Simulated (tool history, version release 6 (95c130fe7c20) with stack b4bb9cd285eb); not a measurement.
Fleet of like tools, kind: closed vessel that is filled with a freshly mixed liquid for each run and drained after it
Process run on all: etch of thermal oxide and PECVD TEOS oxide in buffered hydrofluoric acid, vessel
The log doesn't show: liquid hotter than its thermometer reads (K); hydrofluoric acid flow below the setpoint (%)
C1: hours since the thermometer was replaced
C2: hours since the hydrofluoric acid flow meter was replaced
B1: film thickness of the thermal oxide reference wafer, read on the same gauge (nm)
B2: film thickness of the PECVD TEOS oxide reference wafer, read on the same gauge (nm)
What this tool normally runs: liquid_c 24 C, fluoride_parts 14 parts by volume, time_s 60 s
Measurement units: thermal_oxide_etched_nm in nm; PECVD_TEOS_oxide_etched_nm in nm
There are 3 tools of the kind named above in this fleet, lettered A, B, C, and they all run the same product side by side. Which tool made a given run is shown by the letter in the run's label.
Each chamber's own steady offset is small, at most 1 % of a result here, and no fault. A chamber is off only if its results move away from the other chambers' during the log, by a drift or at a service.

{"run": "1B", "hour": 8.9, "liquid_c": 24, "fluoride_parts": 14, "time_s": 60, "C1": 120, "C2": 1357.5, "B1": 50.03, "B2": 69.979, "thermal_oxide_etched_nm": 49.195, "PECVD_TEOS_oxide_etched_nm": 59.518}
{"run": "2A", "hour": 19.9, "liquid_c": 24, "fluoride_parts": 14, "time_s": 60, "C1": 670.1, "C2": 1561.4, "B1": 49.977, "B2": 70.003, "thermal_oxide_etched_nm": 49.597, "PECVD_TEOS_oxide_etched_nm": 59.06}
{"run": "3C", "hour": 35.3, "liquid_c": 24, "fluoride_parts": 14, "time_s": 60, "C1": 91.9, "C2": 951.4, "B1": 49.981, "B2": 69.956, "thermal_oxide_etched_nm": 49.731, "PECVD_TEOS_oxide_etched_nm": 60.174}
{"run": "4C", "hour": 50.9, "liquid_c": 24, "fluoride_parts": 14, "time_s": 60, "C1": 107.5, "C2": 967, "B1": 49.93, "B2": 70.039, "thermal_oxide_etched_nm": 49.729, "PECVD_TEOS_oxide_etched_nm": 60.282}
{"run": "5A", "hour": 64.9, "liquid_c": 24, "fluoride_parts": 14, "time_s": 60, "C1": 715.1, "C2": 1606.4, "B1": 50.028, "B2": 69.986, "thermal_oxide_etched_nm": 50.332, "PECVD_TEOS_oxide_etched_nm": 59.666}
{"run": "6B", "hour": 79.9, "liquid_c": 24, "fluoride_parts": 14, "time_s": 60, "C1": 191, "C2": 1428.5, "B1": 50.06, "B2": 69.989, "thermal_oxide_etched_nm": 49.28, "PECVD_TEOS_oxide_etched_nm": 59.785}
{"run": "7B", "hour": 90.8, "liquid_c": 24, "fluoride_parts": 14, "time_s": 60, "C1": 201.9, "C2": 1439.4, "B1": 49.993, "B2": 70.037, "thermal_oxide_etched_nm": 49.385, "PECVD_TEOS_oxide_etched_nm": 60.644}
{"run": "8C", "hour": 98.6, "liquid_c": 24, "fluoride_parts": 14, "time_s": 60, "C1": 155.2, "C2": 1014.7, "B1": 49.98, "B2": 70.002, "thermal_oxide_etched_nm": 49.772, "PECVD_TEOS_oxide_etched_nm": 59.855}
{"run": "9A", "hour": 114.4, "liquid_c": 24, "fluoride_parts": 15.5, "time_s": 90, "C1": 764.6, "C2": 1655.9, "B1": 50.022, "B2": 70.001, "thermal_oxide_etched_nm": 67.706, "PECVD_TEOS_oxide_etched_nm": 80.132}
{"run": "10B", "hour": 123.2, "liquid_c": 24, "fluoride_parts": 15.5, "time_s": 90, "C1": 234.3, "C2": 1471.8, "B1": 50.005, "B2": 69.974, "thermal_oxide_etched_nm": 66.925, "PECVD_TEOS_oxide_etched_nm": 80.439}
{"run": "11A", "hour": 137.9, "liquid_c": 24, "fluoride_parts": 15.5, "time_s": 90, "C1": 788.1, "C2": 1679.4, "B1": 49.99, "B2": 70.036, "thermal_oxide_etched_nm": 67.403, "PECVD_TEOS_oxide_etched_nm": 80.553}
{"run": "12C", "hour": 152.8, "liquid_c": 24, "fluoride_parts": 14, "time_s": 60, "C1": 209.4, "C2": 1068.9, "B1": 50.005, "B2": 70.035, "thermal_oxide_etched_nm": 49.738, "PECVD_TEOS_oxide_etched_nm": 60.426}
{"run": "13B", "hour": 160.3, "liquid_c": 24, "fluoride_parts": 14, "time_s": 60, "C1": 271.4, "C2": 1508.9, "B1": 49.992, "B2": 70.007, "thermal_oxide_etched_nm": 49.812, "PECVD_TEOS_oxide_etched_nm": 59.601}
{"run": "14A", "hour": 167.9, "liquid_c": 24, "fluoride_parts": 14, "time_s": 60, "C1": 818.1, "C2": 1709.4, "B1": 49.921, "B2": 70.009, "thermal_oxide_etched_nm": 49.557, "PECVD_TEOS_oxide_etched_nm": 59.312}
{"run": "15C", "hour": 182.3, "liquid_c": 20.5, "fluoride_parts": 14, "time_s": 50, "C1": 238.9, "C2": 1098.4, "B1": 50.061, "B2": 69.989, "thermal_oxide_etched_nm": 33.965, "PECVD_TEOS_oxide_etched_nm": 41.264}
{"run": "16A", "hour": 192.3, "liquid_c": 20.5, "fluoride_parts": 14, "time_s": 50, "C1": 842.5, "C2": 1733.8, "B1": 50.01, "B2": 69.943, "thermal_oxide_etched_nm": 34.073, "PECVD_TEOS_oxide_etched_nm": 40.711}
{"run": "17C", "hour": 203.0, "liquid_c": 20.5, "fluoride_parts": 14, "time_s": 50, "C1": 259.6, "C2": 1119.1, "B1": 49.97, "B2": 69.964, "thermal_oxide_etched_nm": 33.91, "PECVD_TEOS_oxide_etched_nm": 40.671}
{"run": "18B", "hour": 214.2, "liquid_c": 22, "fluoride_parts": 18.5, "time_s": 60, "C1": 325.3, "C2": 1562.8, "B1": 49.983, "B2": 70.015, "thermal_oxide_etched_nm": 33.548, "PECVD_TEOS_oxide_etched_nm": 40.478}
{"hour": 222.7, "done": "chamber C: hydrofluoric acid flow meter replaced"}
{"run": "19A", "hour": 229.9, "liquid_c": 22, "fluoride_parts": 18.5, "time_s": 60, "C1": 880.1, "C2": 1771.4, "B1": 50.004, "B2": 70.012, "thermal_oxide_etched_nm": 34.101, "PECVD_TEOS_oxide_etched_nm": 40.327}
{"run": "20B", "hour": 244.2, "liquid_c": 22, "fluoride_parts": 18.5, "time_s": 60, "C1": 355.3, "C2": 1592.8, "B1": 49.981, "B2": 69.98, "thermal_oxide_etched_nm": 33.504, "PECVD_TEOS_oxide_etched_nm": 40.683}
{"run": "21C", "hour": 258.4, "liquid_c": 19, "fluoride_parts": 14, "time_s": 30, "C1": 315, "C2": 35.8, "B1": 50.061, "B2": 70.047, "thermal_oxide_etched_nm": 18.589, "PECVD_TEOS_oxide_etched_nm": 22.854}
{"run": "22B", "hour": 270.7, "liquid_c": 19, "fluoride_parts": 14, "time_s": 30, "C1": 381.8, "C2": 1619.3, "B1": 49.988, "B2": 69.984, "thermal_oxide_etched_nm": 18.762, "PECVD_TEOS_oxide_etched_nm": 22.949}
{"run": "23C", "hour": 278.4, "liquid_c": 19, "fluoride_parts": 14, "time_s": 30, "C1": 335, "C2": 55.8, "B1": 49.96, "B2": 69.99, "thermal_oxide_etched_nm": 18.692, "PECVD_TEOS_oxide_etched_nm": 22.665}
{"run": "24A", "hour": 288.3, "liquid_c": 21, "fluoride_parts": 14, "time_s": 60, "C1": 938.5, "C2": 1829.8, "B1": 49.97, "B2": 69.986, "thermal_oxide_etched_nm": 42.277, "PECVD_TEOS_oxide_etched_nm": 50.27}
{"run": "25C", "hour": 296.0, "liquid_c": 21, "fluoride_parts": 14, "time_s": 60, "C1": 352.6, "C2": 73.4, "B1": 49.972, "B2": 70.023, "thermal_oxide_etched_nm": 41.915, "PECVD_TEOS_oxide_etched_nm": 50.97}
{"run": "26B", "hour": 305.1, "liquid_c": 21, "fluoride_parts": 14, "time_s": 60, "C1": 416.2, "C2": 1653.7, "B1": 50.052, "B2": 69.954, "thermal_oxide_etched_nm": 41.581, "PECVD_TEOS_oxide_etched_nm": 50.602}
{"run": "27A", "hour": 315.0, "liquid_c": 24, "fluoride_parts": 14, "time_s": 60, "C1": 965.2, "C2": 1856.5, "B1": 49.986, "B2": 69.996, "thermal_oxide_etched_nm": 49.73, "PECVD_TEOS_oxide_etched_nm": 59.604}
{"run": "28C", "hour": 328.2, "liquid_c": 24, "fluoride_parts": 14, "time_s": 60, "C1": 384.8, "C2": 105.6, "B1": 50.01, "B2": 69.958, "thermal_oxide_etched_nm": 49.398, "PECVD_TEOS_oxide_etched_nm": 60.06}
{"run": "29B", "hour": 342.0, "liquid_c": 24, "fluoride_parts": 14, "time_s": 60, "C1": 453.1, "C2": 1690.6, "B1": 49.976, "B2": 69.975, "thermal_oxide_etched_nm": 49.963, "PECVD_TEOS_oxide_etched_nm": 59.098}
{"run": "30A", "hour": 354.6, "liquid_c": 24, "fluoride_parts": 14, "time_s": 60, "C1": 1004.8, "C2": 1896.1, "B1": 49.991, "B2": 69.978, "thermal_oxide_etched_nm": 49.419, "PECVD_TEOS_oxide_etched_nm": 59.06}
{"hour": 361.1, "done": "chamber A: hydrofluoric acid flow meter replaced"}
{"run": "31A", "hour": 369.2, "liquid_c": 24, "fluoride_parts": 14, "time_s": 45, "C1": 1019.4, "C2": 8.1, "B1": 50.02, "B2": 70.018, "thermal_oxide_etched_nm": 37.128, "PECVD_TEOS_oxide_etched_nm": 44.553}
{"run": "32C", "hour": 382.2, "liquid_c": 24, "fluoride_parts": 14, "time_s": 45, "C1": 438.8, "C2": 159.6, "B1": 49.98, "B2": 70.026, "thermal_oxide_etched_nm": 37.201, "PECVD_TEOS_oxide_etched_nm": 45.103}
{"run": "33B", "hour": 396.8, "liquid_c": 24, "fluoride_parts": 14, "time_s": 45, "C1": 507.9, "C2": 1745.4, "B1": 49.991, "B2": 69.986, "thermal_oxide_etched_nm": 37.151, "PECVD_TEOS_oxide_etched_nm": 44.8}
{"run": "34A", "hour": 410.8, "liquid_c": 24, "fluoride_parts": 14, "time_s": 60, "C1": 1061, "C2": 49.7, "B1": 50.008, "B2": 70.025, "thermal_oxide_etched_nm": 49.588, "PECVD_TEOS_oxide_etched_nm": 59.142}
{"run": "35B", "hour": 419.0, "liquid_c": 24, "fluoride_parts": 14, "time_s": 60, "C1": 530.1, "C2": 1767.6, "B1": 50.043, "B2": 70.018, "thermal_oxide_etched_nm": 49.142, "PECVD_TEOS_oxide_etched_nm": 59.247}
{"run": "36C", "hour": 428.8, "liquid_c": 24, "fluoride_parts": 14, "time_s": 60, "C1": 485.4, "C2": 206.2, "B1": 50.057, "B2": 70.016, "thermal_oxide_etched_nm": 49.693, "PECVD_TEOS_oxide_etched_nm": 60.488}
{"run": "37B", "hour": 441.8, "liquid_c": 24, "fluoride_parts": 14, "time_s": 60, "C1": 552.9, "C2": 1790.4, "B1": 49.984, "B2": 69.976, "thermal_oxide_etched_nm": 49.235, "PECVD_TEOS_oxide_etched_nm": 59.639}
{"run": "38C", "hour": 456.5, "liquid_c": 24, "fluoride_parts": 14, "time_s": 60, "C1": 513.1, "C2": 233.9, "B1": 49.98, "B2": 69.961, "thermal_oxide_etched_nm": 49.676, "PECVD_TEOS_oxide_etched_nm": 59.804}
{"run": "39A", "hour": 464.2, "liquid_c": 24, "fluoride_parts": 14, "time_s": 60, "C1": 1114.4, "C2": 103.1, "B1": 50.028, "B2": 69.951, "thermal_oxide_etched_nm": 49.485, "PECVD_TEOS_oxide_etched_nm": 59.566}
{"run": "40A", "hour": 479.1, "liquid_c": 24, "fluoride_parts": 14, "time_s": 60, "C1": 1129.3, "C2": 118, "B1": 49.954, "B2": 70.044, "thermal_oxide_etched_nm": 49.721, "PECVD_TEOS_oxide_etched_nm": 59.661}
{"run": "41C", "hour": 494.1, "liquid_c": 24, "fluoride_parts": 14, "time_s": 60, "C1": 550.7, "C2": 271.5, "B1": 50.001, "B2": 70.014, "thermal_oxide_etched_nm": 49.425, "PECVD_TEOS_oxide_etched_nm": 59.794}
{"run": "42B", "hour": 509.0, "liquid_c": 24, "fluoride_parts": 14, "time_s": 60, "C1": 620.1, "C2": 1857.6, "B1": 50.003, "B2": 69.997, "thermal_oxide_etched_nm": 49.873, "PECVD_TEOS_oxide_etched_nm": 59.205}

Each of the 3 chambers runs these same settings next. Fill in every chamber's results:
{"run": "43A", "hour": 520.3, "liquid_c": 24, "fluoride_parts": 14, "time_s": 45, "thermal_oxide_etched_nm": "?", "PECVD_TEOS_oxide_etched_nm": "?"}
{"run": "43B", "hour": 520.3, "liquid_c": 24, "fluoride_parts": 14, "time_s": 45, "thermal_oxide_etched_nm": "?", "PECVD_TEOS_oxide_etched_nm": "?"}
{"run": "43C", "hour": 520.3, "liquid_c": 24, "fluoride_parts": 14, "time_s": 45, "thermal_oxide_etched_nm": "?", "PECVD_TEOS_oxide_etched_nm": "?"}

run=43A thermal_oxide_etched_nm=37.358 PECVD_TEOS_oxide_etched_nm=44.412
run=43B thermal_oxide_etched_nm=37.092 PECVD_TEOS_oxide_etched_nm=44.313
run=43C thermal_oxide_etched_nm=36.943 PECVD_TEOS_oxide_etched_nm=45.473
